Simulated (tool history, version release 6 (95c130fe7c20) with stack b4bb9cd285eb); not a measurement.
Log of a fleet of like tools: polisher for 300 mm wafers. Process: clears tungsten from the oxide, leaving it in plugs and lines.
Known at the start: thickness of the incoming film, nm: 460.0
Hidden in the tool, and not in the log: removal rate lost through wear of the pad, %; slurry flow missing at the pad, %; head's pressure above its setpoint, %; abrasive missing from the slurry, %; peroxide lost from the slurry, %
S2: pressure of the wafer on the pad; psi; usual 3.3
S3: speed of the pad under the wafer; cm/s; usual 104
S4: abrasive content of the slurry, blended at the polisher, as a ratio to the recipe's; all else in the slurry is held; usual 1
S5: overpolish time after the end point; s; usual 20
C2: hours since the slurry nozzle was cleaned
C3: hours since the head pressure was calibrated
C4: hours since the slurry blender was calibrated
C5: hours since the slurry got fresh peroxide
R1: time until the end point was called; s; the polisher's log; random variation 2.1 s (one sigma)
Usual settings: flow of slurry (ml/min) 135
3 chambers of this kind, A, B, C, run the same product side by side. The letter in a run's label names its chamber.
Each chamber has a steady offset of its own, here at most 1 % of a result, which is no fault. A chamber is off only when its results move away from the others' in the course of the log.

Run 1A, day 0.45: usual settings; wafers polished on this pad 735; C2 492.8; C3 642.7; C4 89.7; C5 28.9. Result: R1 123.05 s.
Run 2C, day 0.842: usual settings; wafers polished on this pad 550; C2 449.8; C3 130.7; C4 267.1; C5 55.7. Result: R1 119.97 s.
At day 1.138: chamber B: worn pad replaced by a new one.
Run 3B, day 1.238: usual settings; wafers polished on this pad 20; C2 638.2; C3 79.6; C4 98.9; C5 59. Result: R1 122.23 s.
Run 4B, day 1.583: usual settings; wafers polished on this pad 89; C2 646.5; C3 87.9; C4 107.2; C5 67.3. Result: R1 121.78 s.
At day 1.612: chamber C: slurry tank refilled with fresh slurry and peroxide.
Run 5A, day 1.946: usual settings; wafers polished on this pad 1033; C2 528.7; C3 678.6; C4 125.6; C5 64.8. Result: R1 120.07 s.
Run 6C, day 2.304: usual settings; wafers polished on this pad 842; C2 484.9; C3 165.8; C4 302.2; C5 16.6. Result: R1 124.09 s.
Run 7A, day 2.708: usual settings; wafers polished on this pad 1185; C2 547; C3 696.9; C4 143.9; C5 83.1. Result: R1 129.5 s.
Run 8B, day 3.021: usual settings; wafers polished on this pad 376; C2 681; C3 122.4; C4 141.7; C5 101.8. Result: R1 122.29 s.
At day 3.233: chamber A: worn pad replaced by a new one.
At day 3.479: chamber A: slurry nozzle cleaned.
Run 9C, day 3.479: usual settings; wafers polished on this pad 1076; C2 513.1; C3 194; C4 330.4; C5 44.8. Result: R1 119.11 s.
At day 3.621: chamber A: slurry tank refilled with fresh slurry and peroxide.
At day 3.629: chamber C: worn pad replaced by a new one.
Run 10B, day 3.808: usual settings; wafers polished on this pad 532; C2 699.9; C3 141.3; C4 160.6; C5 120.7. Result: R1 124.79 s.
Run 11C, day 4.171: usual settings; wafers polished on this pad 108; C2 529.7; C3 210.6; C4 347; C5 61.4. Result: R1 118.8 s.
At day 4.262: chamber B: slurry tank refilled with fresh slurry and peroxide.
Run 12A, day 4.6: usual settings but S4 0.75; wafers polished on this pad 273; C2 27; C3 742.3; C4 189.3; C5 23.6. Result: R1 128.62 s.
Run 13B, day 4.892: usual settings but S4 0.75; wafers polished on this pad 748; C2 725.9; C3 167.3; C4 186.6; C5 15.1. Result: R1 127.95 s.
At day 4.988: chamber B: worn pad replaced by a new one.
Run 14A, day 5.358: usual settings but S4 0.75; wafers polished on this pad 424; C2 45.2; C3 760.5; C4 207.5; C5 41.8. Result: R1 127.79 s.
At day 5.546: chamber C: slurry tank refilled with fresh slurry and peroxide.
Run 15C, day 5.846: usual settings; wafers polished on this pad 442; C2 569.9; C3 250.8; C4 387.2; C5 7.2. Result: R1 117.06 s.
At day 5.912: chamber B: slurry blender recalibrated.
Run 16A, day 6.192: usual settings but S5 27 s; wafers polished on this pad 590; C2 65.2; C3 780.5; C4 227.5; C5 61.8. Result: R1 118.67 s.
Run 17C, day 6.604: usual settings but S5 27 s; wafers polished on this pad 593; C2 588.1; C3 269; C4 405.4; C5 25.4. Result: R1 116.87 s.
At day 6.617: chamber A: slurry blender recalibrated.
Run 18B, day 7.088: usual settings but S5 27 s; wafers polished on this pad 418; C2 778.6; C3 220; C4 28.2; C5 67.8. Result: R1 122.36 s.
Run 19C, day 7.338: usual settings; wafers polished on this pad 739; C2 605.7; C3 286.6; C4 423; C5 43. Result: R1 113.89 s.
Run 20B, day 7.717: usual settings; wafers polished on this pad 543; C2 793.7; C3 235.1; C4 43.3; C5 82.9. Result: R1 122.05 s.
At day 7.808: chamber B: slurry nozzle cleaned.
Run 21A, day 8.142: usual settings; wafers polished on this pad 978; C2 112; C3 827.3; C4 36.6; C5 108.6. Result: R1 120.81 s.
At day 8.283: chamber A: slurry tank refilled with fresh slurry and peroxide.
Run 22A, day 8.446: usual settings but S2 4.4 psi, S4 1.1; wafers polished on this pad 1039; C2 119.3; C3 834.6; C4 43.9; C5 4. Result: R1 89.656 s.
At day 8.679: chamber C: worn pad replaced by a new one.
Run 23C, day 8.762: usual settings but S2 4.4 psi, S4 1.1; wafers polished on this pad 17; C2 639.9; C3 320.8; C4 457.2; C5 77.2. Result: R1 82.058 s.
Run 24B, day 9.012: usual settings but S2 4.4 psi, S4 1.1; wafers polished on this pad 802; C2 29; C3 266.2; C4 74.4; C5 114. Result: R1 88.808 s.
At day 9.029: chamber B: worn pad replaced by a new one.
At day 9.35: chamber C: slurry tank refilled with fresh slurry and peroxide.
Run 25B, day 9.358: usual settings; wafers polished on this pad 66; C2 37.3; C3 274.5; C4 82.7; C5 122.3. Result: R1 120.8 s.
Run 26C, day 9.608: usual settings; wafers polished on this pad 185; C2 660.2; C3 341.1; C4 477.5; C5 6.3. Result: R1 113.45 s.
Run 27A, day 9.879: usual settings; wafers polished on this pad 1325; C2 153.7; C3 869; C4 78.3; C5 38.4. Result: R1 120.08 s.
At day 9.946: chamber A: worn pad replaced by a new one.
Run 28A, day 10.354: usual settings but S2 2.9 psi; wafers polished on this pad 81; C2 165.1; C3 880.4; C4 89.7; C5 49.8. Result: R1 136.66 s.
Run 29B, day 10.658: usual settings but S2 2.9 psi; wafers polished on this pad 325; C2 68.5; C3 305.7; C4 113.9; C5 153.5. Result: R1 137.79 s.
Run 30C, day 10.925: usual settings but S2 2.9 psi; wafers polished on this pad 448; C2 691.8; C3 372.7; C4 509.1; C5 37.9. Result: R1 128.32 s.

All 3 chambers run these settings next. Forecast each chamber's results:
Run 31A, day 11.296: usual settings but S2 2.3 psi. Result: R1 ?.
Run 31B, day 11.296: usual settings but S2 2.3 psi. Result: R1 ?.
Run 31C, day 11.296: usual settings but S2 2.3 psi. Result: R1 ?.

run      R1
31A  177.61
31B   167.9
31C  161.22
